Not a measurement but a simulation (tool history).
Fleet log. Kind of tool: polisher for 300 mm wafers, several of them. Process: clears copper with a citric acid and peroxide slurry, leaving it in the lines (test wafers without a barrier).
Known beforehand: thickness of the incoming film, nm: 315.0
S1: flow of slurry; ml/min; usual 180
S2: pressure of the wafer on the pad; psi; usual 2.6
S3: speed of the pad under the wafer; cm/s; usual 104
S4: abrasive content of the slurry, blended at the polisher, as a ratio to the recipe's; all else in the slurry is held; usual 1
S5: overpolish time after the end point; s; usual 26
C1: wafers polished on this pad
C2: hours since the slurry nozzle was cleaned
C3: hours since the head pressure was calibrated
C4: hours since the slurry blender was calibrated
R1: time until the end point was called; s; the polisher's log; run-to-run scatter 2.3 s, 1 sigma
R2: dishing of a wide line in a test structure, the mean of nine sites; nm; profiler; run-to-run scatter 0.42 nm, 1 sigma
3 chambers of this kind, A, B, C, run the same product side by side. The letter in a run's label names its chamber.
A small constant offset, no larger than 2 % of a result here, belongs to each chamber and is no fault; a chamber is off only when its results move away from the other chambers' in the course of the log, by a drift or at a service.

run 1C day=0.379 | S1=180 S2=2.6 S3=104 S4=1 S5=26 | C1=146 C2=109.7 C3=299.2 C4=125.0 | R1=159.37 R2=26.677
run 2B day=0.596 | S1=180 S2=2.6 S3=104 S4=1 S5=26 | C1=763 C2=38.7 C3=139.2 C4=22.6 | R1=163.62 R2=26.333
run 3A day=0.883 | S1=180 S2=2.6 S3=104 S4=1 S5=26 | C1=343 C2=236.3 C3=762.1 C4=138.9 | R1=157.91 R2=25.305
run 4A day=1.167 | S1=180 S2=2.6 S3=104 S4=1 S5=26 | C1=389 C2=243.1 C3=768.9 C4=145.7 | R1=159.30 R2=26.418
run 5C day=1.546 | S1=180 S2=2.6 S3=104 S4=1 S5=26 | C1=336 C2=137.7 C3=327.2 C4=153.0 | R1=161.62 R2=26.457
run 6B day=1.779 | S1=180 S2=2.6 S3=104 S4=1 S5=26 | C1=956 C2=67.1 C3=167.6 C4=51.0 | R1=158.67 R2=25.976
run 7A day=2.217 | S1=180 S2=2.6 S3=104 S4=1 S5=26 | C1=560 C2=268.3 C3=794.1 C4=170.9 | R1=156.63 R2=26.585
run 8C day=2.646 | S1=180 S2=2.6 S3=122 S4=1 S5=26 | C1=516 C2=164.1 C3=353.6 C4=179.4 | R1=134.25 R2=28.910
run 9B day=2.942 | S1=180 S2=2.6 S3=122 S4=1 S5=26 | C1=1146 C2=95.0 C3=195.5 C4=78.9 | R1=134.37 R2=28.161
run 10A day=3.262 | S1=180 S2=2.6 S3=122 S4=1 S5=26 | C1=731 C2=293.4 C3=819.2 C4=196.0 | R1=132.97 R2=28.177
run 11B day=3.642 | S1=180 S2=2.6 S3=104 S4=1 S5=26 | C1=1261 C2=111.8 C3=212.3 C4=95.7 | R1=160.94 R2=26.907
run 12C day=3.896 | S1=120 S2=2.6 S3=104 S4=1 S5=26 | C1=720 C2=194.1 C3=383.6 C4=209.4 | R1=176.12 R2=25.105
run 13A day=4.321 | S1=120 S2=2.6 S3=104 S4=1 S5=26 | C1=904 C2=318.8 C3=844.6 C4=221.4 | R1=166.32 R2=24.813
-- day=4.421 chamber C: worn pad replaced by a new one
-- day=4.567 chamber A: slurry blender recalibrated
run 14B day=4.762 | S1=120 S2=2.6 S3=104 S4=1 S5=26 | C1=1444 C2=138.7 C3=239.2 C4=122.6 | R1=168.45 R2=25.366
-- day=4.783 chamber A: worn pad replaced by a new one
-- day=4.800 chamber B: worn pad replaced by a new one
run 15C day=5.008 | S1=180 S2=2.6 S3=104 S4=1 S5=26 | C1=96 C2=220.8 C3=410.3 C4=236.1 | R1=160.56 R2=26.225
-- day=5.262 chamber B: slurry blender recalibrated
run 16C day=5.412 | S1=180 S2=2.6 S3=104 S4=1 S5=26 | C1=162 C2=230.5 C3=420.0 C4=245.8 | R1=159.93 R2=26.668
run 17B day=5.642 | S1=180 S2=2.6 S3=104 S4=1 S5=26 | C1=137 C2=159.8 C3=260.3 C4=9.1 | R1=156.07 R2=26.748
run 18A day=6.071 | S1=180 S2=2.6 S3=104 S4=1 S5=26 | C1=210 C2=360.8 C3=886.6 C4=36.2 | R1=158.78 R2=26.318
run 19C day=6.508 | S1=180 S2=2.6 S3=104 S4=1 S5=26 | C1=341 C2=256.8 C3=446.3 C4=272.1 | R1=161.97 R2=26.304
run 20A day=6.788 | S1=180 S2=2.6 S3=104 S4=1 S5=26 | C1=327 C2=378.0 C3=903.8 C4=53.4 | R1=160.04 R2=25.568
run 21B day=7.142 | S1=180 S2=2.6 S3=104 S4=1 S5=26 | C1=382 C2=195.8 C3=296.3 C4=45.1 | R1=153.70 R2=26.017
run 22A day=7.458 | S1=180 S2=2.6 S3=104 S4=1 S5=26 | C1=437 C2=394.1 C3=919.9 C4=69.5 | R1=154.05 R2=26.016
-- day=7.496 chamber B: slurry nozzle cleaned
run 23C day=7.775 | S1=180 S2=2.6 S3=104 S4=1 S5=26 | C1=548 C2=287.2 C3=476.7 C4=302.5 | R1=162.66 R2=25.254
-- day=7.946 chamber A: slurry nozzle cleaned
run 24B day=8.021 | S1=180 S2=2.6 S3=130 S4=1 S5=26 | C1=526 C2=12.6 C3=317.4 C4=66.2 | R1=126.69 R2=29.569
run 25B day=8.267 | S1=180 S2=2.6 S3=130 S4=1 S5=26 | C1=566 C2=18.5 C3=323.3 C4=72.1 | R1=124.88 R2=30.324
run 26A day=8.467 | S1=180 S2=2.6 S3=130 S4=1 S5=26 | C1=602 C2=12.5 C3=944.1 C4=93.7 | R1=125.77 R2=28.198
run 27C day=8.846 | S1=180 S2=2.6 S3=104 S4=1 S5=26 | C1=723 C2=312.9 C3=502.4 C4=328.2 | R1=161.41 R2=26.912
run 28A day=9.154 | S1=180 S2=2.6 S3=104 S4=1 S5=26 | C1=714 C2=29.0 C3=960.6 C4=110.2 | R1=153.27 R2=25.952

All 3 chambers run these settings next. Forecast each chamber's results:
run 29A day=9.479 | S1=180 S2=2.6 S3=104 S4=1 S5=36 | R1=? R2=?
run 29B day=9.479 | S1=180 S2=2.6 S3=104 S4=1 S5=36 | R1=? R2=?
run 29C day=9.479 | S1=180 S2=2.6 S3=104 S4=1 S5=36 | R1=? R2=?

run=29A R1=152.17 R2=30.371
run=29B R1=156.42 R2=30.621
run=29C R1=159.53 R2=31.004
